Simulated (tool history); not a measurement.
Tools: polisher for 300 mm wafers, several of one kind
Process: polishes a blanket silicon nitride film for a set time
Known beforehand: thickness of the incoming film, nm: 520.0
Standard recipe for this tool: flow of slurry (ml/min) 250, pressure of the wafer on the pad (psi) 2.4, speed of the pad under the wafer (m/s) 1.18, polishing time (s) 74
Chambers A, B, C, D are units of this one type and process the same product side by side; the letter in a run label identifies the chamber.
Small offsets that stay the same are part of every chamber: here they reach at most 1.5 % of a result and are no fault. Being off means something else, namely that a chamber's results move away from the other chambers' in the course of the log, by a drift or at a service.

| run | hour | flow of slurry (ml/min) | pressure of the wafer on the pad (psi) | speed of the pad under the wafer (m/s) | polishing time (s) | wafers polished on this pad | hours since the slurry nozzle was cleaned | hours since the head pressure was calibrated | film removed (Å) |
|---|---|---|---|---|---|---|---|---|---|
| 1C | 5.2 | 250 | 2.4 | 1.18 | 74 | 1126 | 590.4 | 719.5 | 1180.3 |
| 2D | 10.8 | 250 | 2.4 | 1.18 | 74 | 530 | 45 | 603.9 | 1218.8 |
| 3A | 17.2 | 250 | 2.4 | 1.18 | 74 | 326 | 155.7 | 367.2 | 1210.8 |
| 4B | 23.4 | 250 | 2.4 | 1.18 | 74 | 409 | 348.3 | 102.9 | 1206.3 |
| 5D | 27.7 | 250 | 2.4 | 1.18 | 74 | 742 | 61.9 | 620.8 | 1218.4 |
|  | 33.2 | chamber C: worn pad replaced by a new one |
| 6C | 34.3 | 210 | 2.4 | 0.96 | 74 | 14 | 619.5 | 748.6 | 966.45 |
| 7A | 38.1 | 210 | 2.4 | 0.96 | 74 | 588 | 176.6 | 388.1 | 1005 |
| 8B | 44 | 210 | 2.4 | 0.96 | 74 | 667 | 368.9 | 123.5 | 999.82 |
| 9B | 50.7 | 210 | 2.4 | 0.96 | 74 | 751 | 375.6 | 130.2 | 999.1 |
| 10D | 56.3 | 250 | 2.4 | 1.18 | 74 | 1100 | 90.5 | 649.4 | 1213.6 |
| 11C | 60.4 | 250 | 2.4 | 1.18 | 74 | 341 | 645.6 | 774.7 | 1195 |
|  | 61.4 | chamber B: worn pad replaced by a new one |
| 12A | 64.2 | 250 | 2.4 | 1.18 | 74 | 915 | 202.7 | 414.2 | 1190.6 |
|  | 66.2 | chamber A: worn pad replaced by a new one |
| 13D | 67.5 | 195 | 2.4 | 1.3 | 74 | 1240 | 101.7 | 660.6 | 1275.3 |
|  | 67.9 | chamber D: worn pad replaced by a new one |
| 14C | 74.1 | 195 | 2.4 | 1.3 | 74 | 512 | 659.3 | 788.4 | 1275.3 |
| 15B | 79.6 | 195 | 2.4 | 1.3 | 74 | 228 | 404.5 | 159.1 | 1278.1 |
| 16A | 84.3 | 195 | 2.4 | 1.3 | 74 | 227 | 222.8 | 434.3 | 1259.4 |
| 17B | 89.6 | 250 | 1.8 | 1.18 | 74 | 353 | 414.5 | 169.1 | 913.1 |
| 18A | 93.5 | 250 | 1.8 | 1.18 | 74 | 342 | 232 | 443.5 | 901.99 |
| 19C | 98.6 | 250 | 1.8 | 1.18 | 74 | 819 | 683.8 | 812.9 | 889.01 |
| 20D | 102.7 | 250 | 1.8 | 1.18 | 74 | 436 | 136.9 | 695.8 | 900.26 |
| 21A | 107.1 | 300 | 2.4 | 1.18 | 74 | 512 | 245.6 | 457.1 | 1239.4 |
|  | 112.1 | chamber C: head pressure recalibrated |
| 22C | 113.6 | 300 | 2.4 | 1.18 | 74 | 1007 | 698.8 | 1.5 | 1096.5 |
| 23D | 120.2 | 300 | 2.4 | 1.18 | 74 | 655 | 154.4 | 713.3 | 1253.4 |
| 24B | 123.3 | 300 | 2.4 | 1.18 | 74 | 775 | 448.2 | 202.8 | 1209 |
| 25D | 126.2 | 250 | 2.4 | 1.18 | 74 | 730 | 160.4 | 719.3 | 1220.7 |
|  | 128.2 | chamber B: worn pad replaced by a new one |
| 26A | 130.3 | 250 | 2.4 | 1.18 | 74 | 803 | 268.8 | 480.3 | 1203.3 |
|  | 131.7 | chamber C: worn pad replaced by a new one |
| 27B | 134.2 | 250 | 2.4 | 1.18 | 74 | 75 | 459.1 | 213.7 | 1217.4 |
| 28C | 137.1 | 250 | 2.4 | 1.18 | 74 | 68 | 722.3 | 25 | 1078.7 |
|  | 142 | chamber A: worn pad replaced by a new one |
| 29C | 143.4 | 250 | 2.4 | 1.18 | 74 | 147 | 728.6 | 31.3 | 1092.6 |
| 30B | 149.6 | 250 | 2.4 | 1.58 | 61 | 268 | 474.5 | 229.1 | 1275.5 |
| 31A | 153 | 250 | 2.4 | 1.58 | 61 | 138 | 291.5 | 503 | 1240.5 |
| 32D | 158.8 | 250 | 2.4 | 1.58 | 61 | 1139 | 193 | 751.9 | 1248.7 |
| 33C | 164 | 250 | 2.4 | 1.58 | 61 | 405 | 749.2 | 51.9 | 1116.5 |
| 34B | 169.4 | 250 | 2.4 | 1.18 | 74 | 516 | 494.3 | 248.9 | 1213.1 |
| 35A | 172.9 | 335 | 2.8 | 1.18 | 74 | 387 | 311.4 | 522.9 | 1420.9 |
| 36D | 179.5 | 335 | 2.8 | 1.18 | 74 | 1398 | 213.7 | 772.6 | 1482.5 |
| 37A | 183.9 | 335 | 2.8 | 1.18 | 74 | 525 | 322.4 | 533.9 | 1435.7 |
| 38C | 189.5 | 335 | 2.8 | 1.18 | 74 | 724 | 774.7 | 77.4 | 1287.5 |
|  | 189.7 | chamber D: worn pad replaced by a new one |
| 39D | 193.5 | 250 | 2.4 | 1.18 | 74 | 48 | 227.7 | 786.6 | 1223.9 |

Is one chamber out of step, is the gauge drifting, or do the chambers differ by no more than their own small offsets? For an off chamber, give its letter and the likeliest cause.

A service on chamber C put it out of line with the rest.
Likeliest cause: head's pressure below its setpoint, % = 9.75.

Which of the 4 candidates below, each the usual settings with something changed and its results left as question marks, puts chamber C back in line with what the other chambers give on the usual settings?
In-line tolerance around the mean of the other chambers on the usual settings: film removed (Å) 39
| 40C-1 | 198.3 | 250 | 2.5 | 1.22 | 77 |  |  |  | ? |
| 40C-2 | 198.3 | 250 | 2.4 | 1.56 | 74 |  |  |  | ? |
| 40C-3 | 198.3 | 250 | 2.3 | 1.14 | 71 |  |  |  | ? |
| 40C-4 | 198.3 | 250 | 2.4 | 1.18 | 59 |  |  |  | ? |

Average result of the remaining chambers running the usual settings: film removed (Å) 1211.5
| run | film removed (Å) |
|---|---|
| 40C-1 | 1198.5 |
| 40C-2 | 1346.8 |
| 40C-3 | 961.68 |
| 40C-4 | 857.83 |
It is 40C-1 that realigns the chamber with its peers.
